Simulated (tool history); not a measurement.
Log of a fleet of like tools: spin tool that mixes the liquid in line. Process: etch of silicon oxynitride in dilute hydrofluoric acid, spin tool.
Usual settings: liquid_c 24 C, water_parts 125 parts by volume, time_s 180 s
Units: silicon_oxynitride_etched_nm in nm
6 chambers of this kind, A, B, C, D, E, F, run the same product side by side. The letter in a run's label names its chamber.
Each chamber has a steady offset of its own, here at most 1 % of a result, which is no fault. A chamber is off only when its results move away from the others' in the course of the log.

| run | hour | liquid_c | water_parts | time_s | read-back film thickness of the silicon oxynitride reference wafer, read on the same gauge (nm) | silicon_oxynitride_etched_nm |
|---|---|---|---|---|---|---|
| 1C | 7.1 | 24 | 125 | 180 | 69.98 | 3.1028 |
| 2F | 15.9 | 24 | 125 | 180 | 70.014 | 3.1196 |
| 3E | 25.6 | 24 | 125 | 180 | 70.039 | 3.1014 |
| 4B | 34.5 | 24 | 125 | 180 | 69.918 | 3.156 |
| 5A | 39.8 | 24 | 125 | 180 | 69.992 | 3.0933 |
| 6D | 48.2 | 24 | 125 | 180 | 69.999 | 3.0935 |
|  | 56.1 | chamber E: thermometer replaced |
| 7B | 56.6 | 24 | 125 | 180 | 69.944 | 3.1167 |
| 8E | 66.4 | 24 | 80 | 280 | 70.004 | 8.042 |
|  | 73.5 | chamber F: hydrofluoric acid flow meter replaced |
| 9C | 75.2 | 24 | 80 | 280 | 70.007 | 7.8945 |
|  | 79.8 | chamber E: hydrofluoric acid flow meter replaced |
| 10F | 85.5 | 24 | 80 | 280 | 69.993 | 8.0093 |
| 11A | 95.7 | 24 | 80 | 280 | 70.025 | 7.8623 |
| 12D | 105.1 | 24 | 80 | 280 | 69.992 | 8.0115 |
| 13B | 110.7 | 24 | 80 | 280 | 70.052 | 7.9439 |
| 14D | 121.8 | 24 | 125 | 180 | 69.999 | 3.1434 |
| 15A | 129.9 | 24 | 125 | 180 | 69.97 | 3.1074 |
| 16E | 138.7 | 24 | 125 | 180 | 70.018 | 3.1448 |
| 17C | 144 | 24 | 125 | 180 | 70 | 3.1111 |
|  | 146.3 | chamber A: thermometer replaced |
| 18F | 152 | 24 | 125 | 180 | 70.065 | 3.131 |
|  | 154.3 | chamber D: hydrofluoric acid flow meter replaced |
| 19F | 159.9 | 24 | 125 | 180 | 69.977 | 3.1609 |
| 20E | 169.9 | 24 | 125 | 180 | 70.024 | 3.1565 |
| 21C | 180.8 | 24 | 125 | 180 | 70.007 | 3.1131 |
| 22B | 190.3 | 24 | 125 | 180 | 70.025 | 3.1518 |
| 23A | 199.2 | 24 | 125 | 180 | 69.97 | 3.1703 |
| 24D | 210.4 | 24 | 125 | 180 | 70.008 | 3.1208 |
| 25C | 218.1 | 24 | 125 | 180 | 70.006 | 3.1439 |
| 26A | 229.6 | 24 | 125 | 180 | 69.967 | 3.1192 |
| 27D | 237.6 | 24 | 125 | 180 | 70.01 | 3.178 |
| 28E | 242.7 | 24 | 125 | 180 | 70.034 | 3.1459 |
| 29F | 249 | 24 | 125 | 180 | 70.054 | 3.1371 |
| 30B | 260.4 | 24 | 125 | 180 | 69.976 | 3.1567 |
| 31C | 266.9 | 24 | 125 | 180 | 69.996 | 3.1367 |
| 32A | 273.4 | 24 | 125 | 180 | 69.976 | 3.1201 |
| 33F | 282.7 | 24 | 125 | 180 | 69.98 | 3.1127 |
| 34B | 287.8 | 24 | 170 | 180 | 70.007 | 2.2207 |
| 35E | 292.8 | 24 | 170 | 180 | 70.009 | 2.2162 |
| 36D | 300.9 | 24 | 170 | 180 | 70.013 | 2.2505 |
| 37E | 306 | 24 | 170 | 180 | 70.005 | 2.1887 |
| 38C | 317.1 | 24 | 170 | 180 | 70.025 | 2.222 |
| 39F | 323.7 | 24 | 170 | 180 | 70.032 | 2.2282 |
| 40B | 329.7 | 24 | 125 | 180 | 69.993 | 3.1514 |
| 41A | 335.1 | 24 | 125 | 180 | 70.018 | 3.1259 |

All 6 chambers run these settings next. Forecast each chamber's results:
| 42A | 343.5 | 24 | 125 | 180 |  | ? |
| 42B | 343.5 | 24 | 125 | 180 |  | ? |
| 42C | 343.5 | 24 | 125 | 180 |  | ? |
| 42D | 343.5 | 24 | 125 | 180 |  | ? |
| 42E | 343.5 | 24 | 125 | 180 |  | ? |
| 42F | 343.5 | 24 | 125 | 180 |  | ? |

| run | silicon_oxynitride_etched_nm |
|---|---|
| 42A | 3.089 |
| 42B | 3.1537 |
| 42C | 3.1199 |
| 42D | 3.0917 |
| 42E | 3.1059 |
| 42F | 3.1458 |
